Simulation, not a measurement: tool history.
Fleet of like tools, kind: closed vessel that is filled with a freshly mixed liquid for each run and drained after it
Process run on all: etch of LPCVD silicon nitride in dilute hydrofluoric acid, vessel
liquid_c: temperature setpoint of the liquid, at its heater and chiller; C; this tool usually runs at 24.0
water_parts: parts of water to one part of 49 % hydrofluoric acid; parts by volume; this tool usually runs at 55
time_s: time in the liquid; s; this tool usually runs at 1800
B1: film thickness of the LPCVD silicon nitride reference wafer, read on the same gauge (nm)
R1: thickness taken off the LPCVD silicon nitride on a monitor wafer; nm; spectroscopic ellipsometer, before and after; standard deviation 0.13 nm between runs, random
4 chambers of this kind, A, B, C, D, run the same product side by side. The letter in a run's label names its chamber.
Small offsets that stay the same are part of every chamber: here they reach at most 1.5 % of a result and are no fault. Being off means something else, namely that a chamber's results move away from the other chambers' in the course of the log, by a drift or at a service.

run 1C hour=14.7 | liquid_c=24.0 water_parts=55 time_s=1800 | B1=40.006 | R1=15.6120
run 2A hour=23.9 | liquid_c=24.0 water_parts=55 time_s=1800 | B1=40.019 | R1=15.5050
run 3D hour=38.8 | liquid_c=24.0 water_parts=55 time_s=1800 | B1=40.015 | R1=15.3390
-- hour=42.1 chamber C: hydrofluoric acid flow meter replaced
run 4B hour=53.7 | liquid_c=24.0 water_parts=55 time_s=1800 | B1=40.004 | R1=15.4950
run 5B hour=68.0 | liquid_c=24.0 water_parts=55 time_s=1800 | B1=39.993 | R1=15.6740
run 6C hour=77.9 | liquid_c=24.0 water_parts=55 time_s=1800 | B1=40.017 | R1=15.5140
-- hour=88.2 chamber B: hydrofluoric acid flow meter replaced
run 7D hour=88.4 | liquid_c=24.0 water_parts=55 time_s=1800 | B1=39.997 | R1=15.6000
run 8A hour=103.1 | liquid_c=24.0 water_parts=55 time_s=1800 | B1=40.008 | R1=15.3820
-- hour=111.8 chamber B: thermometer replaced
run 9B hour=114.1 | liquid_c=28.5 water_parts=55 time_s=1800 | B1=40.011 | R1=20.6620
run 10D hour=126.4 | liquid_c=28.5 water_parts=55 time_s=1800 | B1=39.986 | R1=20.6900
run 11C hour=139.0 | liquid_c=28.5 water_parts=55 time_s=1800 | B1=40.012 | R1=20.7670
run 12A hour=151.2 | liquid_c=28.5 water_parts=55 time_s=1800 | B1=39.994 | R1=20.7760
run 13B hour=160.8 | liquid_c=24.0 water_parts=55 time_s=1800 | B1=40.019 | R1=15.5090
run 14A hour=173.3 | liquid_c=24.0 water_parts=55 time_s=1800 | B1=40.030 | R1=15.3620
run 15D hour=181.9 | liquid_c=24.0 water_parts=55 time_s=1800 | B1=40.013 | R1=15.4780
run 16C hour=195.3 | liquid_c=24.0 water_parts=55 time_s=1800 | B1=40.005 | R1=15.5310
run 17A hour=208.0 | liquid_c=24.0 water_parts=55 time_s=1800 | B1=39.988 | R1=15.4550
run 18C hour=217.4 | liquid_c=24.0 water_parts=55 time_s=1800 | B1=40.009 | R1=15.3910
run 19B hour=227.9 | liquid_c=24.0 water_parts=55 time_s=1800 | B1=39.996 | R1=15.5530
run 20D hour=237.7 | liquid_c=20.5 water_parts=55 time_s=1275 | B1=40.008 | R1=8.7275
run 21B hour=248.5 | liquid_c=20.5 water_parts=55 time_s=1275 | B1=39.983 | R1=8.6754
run 22A hour=257.0 | liquid_c=20.5 water_parts=55 time_s=1275 | B1=40.029 | R1=8.7565
run 23C hour=264.8 | liquid_c=20.5 water_parts=55 time_s=1275 | B1=40.016 | R1=8.7152
-- hour=266.7 chamber D: thermometer replaced
run 24D hour=273.9 | liquid_c=24.0 water_parts=55 time_s=1800 | B1=39.993 | R1=15.3780
run 25C hour=283.5 | liquid_c=24.0 water_parts=55 time_s=1800 | B1=40.005 | R1=15.6210
run 26D hour=292.8 | liquid_c=24.0 water_parts=55 time_s=1800 | B1=39.998 | R1=15.5680
run 27B hour=303.7 | liquid_c=24.0 water_parts=55 time_s=1800 | B1=39.976 | R1=15.5280
run 28A hour=318.4 | liquid_c=24.0 water_parts=55 time_s=1800 | B1=40.026 | R1=15.4450
run 29B hour=328.3 | liquid_c=24.0 water_parts=55 time_s=1800 | B1=40.010 | R1=15.6280
run 30C hour=338.2 | liquid_c=24.0 water_parts=55 time_s=1800 | B1=40.002 | R1=15.5670
run 31A hour=345.1 | liquid_c=24.0 water_parts=55 time_s=1800 | B1=40.003 | R1=15.4170
run 32D hour=357.6 | liquid_c=24.0 water_parts=55 time_s=1800 | B1=40.008 | R1=15.8330
run 33B hour=366.1 | liquid_c=24.0 water_parts=55 time_s=1800 | B1=39.993 | R1=15.6290
run 34A hour=378.1 | liquid_c=24.0 water_parts=55 time_s=1800 | B1=39.987 | R1=15.6800
run 35C hour=390.2 | liquid_c=24.0 water_parts=55 time_s=1800 | B1=40.003 | R1=15.7340
run 36D hour=397.3 | liquid_c=24.0 water_parts=25 time_s=1800 | B1=40.001 | R1=33.6460
run 37B hour=410.8 | liquid_c=24.0 water_parts=25 time_s=1800 | B1=40.018 | R1=33.1650
run 38D hour=420.7 | liquid_c=24.0 water_parts=25 time_s=1800 | B1=39.990 | R1=33.6620
-- hour=428.4 chamber C: thermometer replaced
run 39C hour=435.3 | liquid_c=24.0 water_parts=25 time_s=1800 | B1=40.001 | R1=33.6620
run 40A hour=447.3 | liquid_c=24.0 water_parts=55 time_s=1800 | B1=40.017 | R1=15.4420
run 41A hour=457.1 | liquid_c=24.0 water_parts=55 time_s=1800 | B1=39.988 | R1=15.5300

Next, every chamber runs the same settings. What will each give?
run 42A hour=468.2 | liquid_c=24.0 water_parts=55 time_s=1800 | R1=?
run 42B hour=468.2 | liquid_c=24.0 water_parts=55 time_s=1800 | R1=?
run 42C hour=468.2 | liquid_c=24.0 water_parts=55 time_s=1800 | R1=?
run 42D hour=468.2 | liquid_c=24.0 water_parts=55 time_s=1800 | R1=?

run=42A R1=15.5100
run=42B R1=15.4020
run=42C R1=15.5620
run=42D R1=16.0830

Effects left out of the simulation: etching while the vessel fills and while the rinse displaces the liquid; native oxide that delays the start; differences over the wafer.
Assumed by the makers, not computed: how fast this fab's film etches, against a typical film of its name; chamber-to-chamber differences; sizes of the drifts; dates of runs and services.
